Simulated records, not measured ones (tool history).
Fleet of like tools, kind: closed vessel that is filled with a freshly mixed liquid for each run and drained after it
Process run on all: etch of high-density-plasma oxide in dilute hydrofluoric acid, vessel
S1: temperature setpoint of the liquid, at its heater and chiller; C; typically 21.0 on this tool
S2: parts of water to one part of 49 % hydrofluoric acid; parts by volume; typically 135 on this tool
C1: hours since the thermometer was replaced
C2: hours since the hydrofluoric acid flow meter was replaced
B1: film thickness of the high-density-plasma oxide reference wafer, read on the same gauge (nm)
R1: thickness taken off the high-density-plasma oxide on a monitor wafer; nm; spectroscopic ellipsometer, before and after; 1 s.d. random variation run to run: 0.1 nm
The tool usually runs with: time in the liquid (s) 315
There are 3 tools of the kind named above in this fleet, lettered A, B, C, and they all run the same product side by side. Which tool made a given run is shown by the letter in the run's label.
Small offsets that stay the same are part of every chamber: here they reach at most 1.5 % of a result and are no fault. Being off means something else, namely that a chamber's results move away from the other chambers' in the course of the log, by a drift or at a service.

{"run": "1A", "hour": 5.5, "S1": 21.0, "S2": 135, "time in the liquid (s)": 315, "C1": 657.1, "C2": 7.0, "B1": 49.999, "R1": 13.786}
{"run": "2C", "hour": 16.7, "S1": 21.0, "S2": 135, "time in the liquid (s)": 315, "C1": 363.6, "C2": 1001.0, "B1": 50.006, "R1": 13.684}
{"run": "3B", "hour": 23.2, "S1": 21.0, "S2": 135, "time in the liquid (s)": 315, "C1": 766.7, "C2": 414.6, "B1": 49.955, "R1": 13.826}
{"run": "4B", "hour": 34.1, "S1": 21.0, "S2": 135, "time in the liquid (s)": 315, "C1": 777.6, "C2": 425.5, "B1": 50.0, "R1": 13.942}
{"run": "5A", "hour": 44.3, "S1": 21.0, "S2": 135, "time in the liquid (s)": 315, "C1": 695.9, "C2": 45.8, "B1": 50.02, "R1": 13.943}
{"run": "6C", "hour": 56.0, "S1": 21.0, "S2": 135, "time in the liquid (s)": 315, "C1": 402.9, "C2": 1040.3, "B1": 49.991, "R1": 13.884}
{"run": "7C", "hour": 62.4, "S1": 21.0, "S2": 135, "time in the liquid (s)": 315, "C1": 409.3, "C2": 1046.7, "B1": 50.017, "R1": 13.502}
{"run": "8A", "hour": 67.9, "S1": 21.0, "S2": 135, "time in the liquid (s)": 315, "C1": 719.5, "C2": 69.4, "B1": 50.017, "R1": 13.834}
{"run": "9B", "hour": 79.1, "S1": 21.0, "S2": 135, "time in the liquid (s)": 315, "C1": 822.6, "C2": 470.5, "B1": 49.99, "R1": 13.966}
{"run": "10B", "hour": 87.6, "S1": 23.5, "S2": 135, "time in the liquid (s)": 315, "C1": 831.1, "C2": 479.0, "B1": 49.989, "R1": 15.233}
{"run": "11C", "hour": 94.2, "S1": 23.5, "S2": 135, "time in the liquid (s)": 315, "C1": 441.1, "C2": 1078.5, "B1": 49.981, "R1": 15.154}
{"run": "12A", "hour": 103.9, "S1": 23.5, "S2": 135, "time in the liquid (s)": 315, "C1": 755.5, "C2": 105.4, "B1": 49.971, "R1": 15.275}
{"run": "13B", "hour": 112.3, "S1": 21.0, "S2": 135, "time in the liquid (s)": 315, "C1": 855.8, "C2": 503.7, "B1": 50.018, "R1": 13.739}
{"run": "14C", "hour": 122.9, "S1": 21.0, "S2": 160, "time in the liquid (s)": 315, "C1": 469.8, "C2": 1107.2, "B1": 50.017, "R1": 11.243}
{"run": "15A", "hour": 132.9, "S1": 21.0, "S2": 160, "time in the liquid (s)": 315, "C1": 784.5, "C2": 134.4, "B1": 49.968, "R1": 11.47}
{"run": "16C", "hour": 139.8, "S1": 21.0, "S2": 160, "time in the liquid (s)": 315, "C1": 486.7, "C2": 1124.1, "B1": 49.989, "R1": 11.224}
{"run": "17A", "hour": 145.7, "S1": 21.0, "S2": 135, "time in the liquid (s)": 315, "C1": 797.3, "C2": 147.2, "B1": 50.014, "R1": 13.973}
{"run": "18B", "hour": 156.5, "S1": 21.0, "S2": 135, "time in the liquid (s)": 315, "C1": 900.0, "C2": 547.9, "B1": 49.996, "R1": 13.907}
{"run": "19A", "hour": 162.8, "S1": 21.0, "S2": 135, "time in the liquid (s)": 315, "C1": 814.4, "C2": 164.3, "B1": 50.015, "R1": 13.933}
{"run": "20B", "hour": 172.5, "S1": 17.5, "S2": 135, "time in the liquid (s)": 420, "C1": 916.0, "C2": 563.9, "B1": 50.032, "R1": 16.073}
{"run": "21C", "hour": 177.6, "S1": 17.5, "S2": 135, "time in the liquid (s)": 420, "C1": 524.5, "C2": 1161.9, "B1": 50.016, "R1": 15.822}
{"run": "22C", "hour": 187.4, "S1": 17.5, "S2": 135, "time in the liquid (s)": 420, "C1": 534.3, "C2": 1171.7, "B1": 49.991, "R1": 15.643}
{"run": "23A", "hour": 197.4, "S1": 21.0, "S2": 135, "time in the liquid (s)": 140, "C1": 849.0, "C2": 198.9, "B1": 50.024, "R1": 6.171}
{"run": "24B", "hour": 206.9, "S1": 21.0, "S2": 135, "time in the liquid (s)": 140, "C1": 950.4, "C2": 598.3, "B1": 49.93, "R1": 6.1993}
{"run": "25A", "hour": 216.5, "S1": 21.0, "S2": 135, "time in the liquid (s)": 140, "C1": 868.1, "C2": 218.0, "B1": 49.984, "R1": 6.1234}
{"run": "26C", "hour": 227.4, "S1": 21.0, "S2": 135, "time in the liquid (s)": 315, "C1": 574.3, "C2": 1211.7, "B1": 50.041, "R1": 13.676}
{"run": "27B", "hour": 232.9, "S1": 21.0, "S2": 135, "time in the liquid (s)": 315, "C1": 976.4, "C2": 624.3, "B1": 49.96, "R1": 14.14}

Decide between three cases: one chamber stands off from its peers, the gauge reading all wafers drifts, or nothing is wrong past each chamber's small offset. Where a chamber is off, say which and what most likely put it there.

No chamber is off and the gauge is stable; the differences are just each chamber's small, constant offset.

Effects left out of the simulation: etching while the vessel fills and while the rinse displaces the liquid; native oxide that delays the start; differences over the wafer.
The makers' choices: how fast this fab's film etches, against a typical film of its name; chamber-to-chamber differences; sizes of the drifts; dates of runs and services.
